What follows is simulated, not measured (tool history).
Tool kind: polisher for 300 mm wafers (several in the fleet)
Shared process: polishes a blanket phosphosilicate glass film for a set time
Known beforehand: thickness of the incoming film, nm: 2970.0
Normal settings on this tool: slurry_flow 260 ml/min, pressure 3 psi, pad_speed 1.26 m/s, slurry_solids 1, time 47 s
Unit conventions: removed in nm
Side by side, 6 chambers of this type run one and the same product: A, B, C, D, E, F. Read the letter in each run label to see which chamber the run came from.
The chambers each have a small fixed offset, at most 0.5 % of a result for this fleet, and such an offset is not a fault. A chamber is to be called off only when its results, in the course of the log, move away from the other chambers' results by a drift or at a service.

| run | hour | slurry_flow | pressure | pad_speed | slurry_solids | time | wafers polished on this pad | hours since the slurry nozzle was cleaned | hours since the head pressure was calibrated | hours since the slurry blender was calibrated | hours since the conditioning disc was replaced | removed |
|---|---|---|---|---|---|---|---|---|---|---|---|---|
|  | 0.3 | chamber E: slurry blender recalibrated |
| 1A | 3.3 | 260 | 3 | 1.26 | 1 | 47 | 451 | 7.8 | 159.2 | 334.6 | 163.5 | 380.55 |
|  | 7.3 | chamber D: worn pad replaced by a new one |
| 2F | 7.3 | 260 | 3 | 1.26 | 1 | 47 | 311 | 44.8 | 318.8 | 67.5 | 17.1 | 385.62 |
| 3C | 10.8 | 260 | 3 | 1.26 | 1 | 47 | 415 | 113.0 | 952.0 | 158.8 | 477.3 | 384.13 |
| 4B | 14.0 | 260 | 3 | 1.26 | 1 | 47 | 214 | 494.0 | 191.4 | 53.6 | 38.3 | 387.61 |
| 5D | 18.3 | 260 | 3 | 1.26 | 1 | 47 | 119 | 140.6 | 314.1 | 151.8 | 357.1 | 388.63 |
| 6E | 20.4 | 260 | 3 | 1.26 | 1 | 47 | 1630 | 225.0 | 910.8 | 20.1 | 160.4 | 374.77 |
| 7B | 22.7 | 260 | 3 | 1.26 | 1 | 47 | 308 | 502.7 | 200.1 | 62.3 | 47.0 | 384.94 |
|  | 25.4 | chamber E: worn pad replaced by a new one |
| 8F | 27.3 | 260 | 3 | 1.26 | 1 | 47 | 526 | 64.8 | 338.8 | 87.5 | 37.1 | 390.75 |
| 9C | 31.2 | 260 | 3 | 1.26 | 1 | 47 | 635 | 133.4 | 972.4 | 179.2 | 497.7 | 388.61 |
| 10E | 34.5 | 260 | 3 | 1.26 | 1 | 47 | 98 | 239.1 | 924.9 | 34.2 | 174.5 | 380.23 |
| 11D | 37.9 | 260 | 3 | 1.26 | 1 | 47 | 330 | 160.2 | 333.7 | 171.4 | 376.7 | 389.20 |
| 12A | 42.4 | 260 | 3 | 1.26 | 1 | 47 | 872 | 46.9 | 198.3 | 373.7 | 202.6 | 389.46 |
| 13C | 46.1 | 260 | 3 | 1.26 | 1 | 47 | 795 | 148.3 | 987.3 | 194.1 | 512.6 | 384.97 |
| 14F | 50.2 | 260 | 3 | 1.26 | 1 | 47 | 773 | 87.7 | 361.7 | 110.4 | 60.0 | 390.44 |
| 15E | 53.8 | 260 | 3 | 1.26 | 1 | 47 | 305 | 258.4 | 944.2 | 53.5 | 193.8 | 383.44 |
| 16A | 56.4 | 260 | 3 | 1.26 | 1 | 47 | 1023 | 60.9 | 212.3 | 387.7 | 216.6 | 389.10 |
|  | 59.3 | chamber B: worn pad replaced by a new one |
| 17D | 59.5 | 260 | 3 | 1.26 | 1 | 47 | 562 | 181.8 | 355.3 | 193.0 | 398.3 | 384.53 |
| 18B | 62.2 | 260 | 3 | 1.26 | 1 | 47 | 31 | 542.2 | 239.6 | 101.8 | 86.5 | 392.08 |
| 19F | 66.4 | 260 | 3 | 1.26 | 1 | 47 | 947 | 103.9 | 377.9 | 126.6 | 76.2 | 392.34 |
|  | 66.6 | chamber D: head pressure recalibrated |
|  | 68.0 | chamber B: slurry nozzle cleaned |
| 20E | 68.7 | 260 | 3 | 1.26 | 1 | 47 | 466 | 273.3 | 959.1 | 68.4 | 208.7 | 386.27 |
| 21D | 71.7 | 260 | 3 | 1.26 | 1 | 47 | 694 | 194.0 | 5.2 | 205.2 | 410.5 | 351.87 |
|  | 72.9 | chamber A: worn pad replaced by a new one |
| 22C | 74.5 | 260 | 3 | 1.26 | 1 | 47 | 1101 | 176.7 | 1015.7 | 222.5 | 541.0 | 377.78 |
| 23A | 79.2 | 260 | 3 | 1.26 | 1 | 47 | 68 | 83.7 | 235.1 | 410.5 | 239.4 | 388.55 |
|  | 81.8 | chamber C: slurry blender recalibrated |
|  | 82.7 | chamber C: worn pad replaced by a new one |
| 24B | 83.1 | 260 | 3 | 1.26 | 1 | 47 | 256 | 15.2 | 260.5 | 122.7 | 107.4 | 376.71 |
| 25D | 86.9 | 260 | 3 | 1.26 | 1 | 47 | 857 | 209.2 | 20.4 | 220.4 | 425.7 | 348.58 |
|  | 87.6 | chamber C: head pressure recalibrated |
|  | 90.1 | chamber B: slurry blender recalibrated |
| 26E | 91.0 | 260 | 3 | 1.26 | 1 | 47 | 706 | 295.6 | 981.4 | 90.7 | 231.0 | 378.17 |
| 27B | 95.5 | 260 | 3 | 1.26 | 1 | 47 | 389 | 27.6 | 272.9 | 5.4 | 119.8 | 390.62 |
| 28A | 98.9 | 260 | 3 | 1.26 | 1 | 47 | 281 | 103.4 | 254.8 | 430.2 | 259.1 | 386.95 |
| 29F | 101.1 | 260 | 3 | 1.26 | 1 | 47 | 1321 | 138.6 | 412.6 | 161.3 | 110.9 | 386.74 |
| 30C | 105.2 | 260 | 3 | 1.26 | 1 | 47 | 243 | 207.4 | 17.6 | 23.4 | 571.7 | 384.47 |
| 31A | 108.7 | 260 | 3 | 1.26 | 1 | 47 | 386 | 113.2 | 264.6 | 440.0 | 268.9 | 386.57 |
|  | 110.1 | chamber F: worn pad replaced by a new one |
| 32B | 111.7 | 260 | 3 | 1.26 | 1 | 47 | 564 | 43.8 | 289.1 | 21.6 | 136.0 | 378.71 |
| 33E | 116.2 | 260 | 3 | 1.26 | 1 | 47 | 978 | 320.8 | 1006.6 | 115.9 | 256.2 | 387.25 |
|  | 116.5 | chamber A: conditioning disc replaced and pad reconditioned |
| 34F | 118.4 | 260 | 3 | 1.26 | 1 | 47 | 90 | 155.9 | 429.9 | 178.6 | 128.2 | 382.93 |
|  | 119.3 | chamber B: worn pad replaced by a new one |
| 35C | 121.1 | 260 | 3 | 1.26 | 1 | 47 | 414 | 223.3 | 33.5 | 39.3 | 587.6 | 379.90 |
| 36D | 125.5 | 260 | 3 | 1.26 | 1 | 47 | 1273 | 247.8 | 59.0 | 259.0 | 464.3 | 352.86 |
| 37F | 129.8 | 260 | 3 | 1.26 | 1 | 47 | 212 | 167.3 | 441.3 | 190.0 | 139.6 | 386.87 |
| 38D | 132.7 | 260 | 3 | 1.26 | 1 | 47 | 1351 | 255.0 | 66.2 | 266.2 | 471.5 | 350.76 |
| 39C | 135.4 | 260 | 3 | 1.26 | 1 | 47 | 568 | 237.6 | 47.8 | 53.6 | 601.9 | 392.15 |
| 40A | 139.6 | 260 | 3 | 1.26 | 1 | 47 | 719 | 144.1 | 295.5 | 470.9 | 23.1 | 383.57 |
| 41B | 143.6 | 260 | 3 | 1.26 | 1 | 47 | 262 | 75.7 | 321.0 | 53.5 | 167.9 | 381.48 |
| 42E | 146.4 | 260 | 3 | 1.54 | 1 | 47 | 1303 | 351.0 | 1036.8 | 146.1 | 286.4 | 454.44 |
| 43A | 150.5 | 260 | 3 | 1.54 | 1 | 47 | 836 | 155.0 | 306.4 | 481.8 | 34.0 | 450.00 |

For the next run the whole fleet of 6 chambers uses the same settings. Give each chamber's results:
| 44A | 153.9 | 260 | 3 | 1.66 | 1 | 47 |  |  |  |  |  | ? |
| 44B | 153.9 | 260 | 3 | 1.66 | 1 | 47 |  |  |  |  |  | ? |
| 44C | 153.9 | 260 | 3 | 1.66 | 1 | 47 |  |  |  |  |  | ? |
| 44D | 153.9 | 260 | 3 | 1.66 | 1 | 47 |  |  |  |  |  | ? |
| 44E | 153.9 | 260 | 3 | 1.66 | 1 | 47 |  |  |  |  |  | ? |
| 44F | 153.9 | 260 | 3 | 1.66 | 1 | 47 |  |  |  |  |  | ? |

| run | removed |
|---|---|
| 44A | 475.92 |
| 44B | 484.71 |
| 44C | 483.37 |
| 44D | 442.03 |
| 44E | 478.40 |
| 44F | 479.41 |
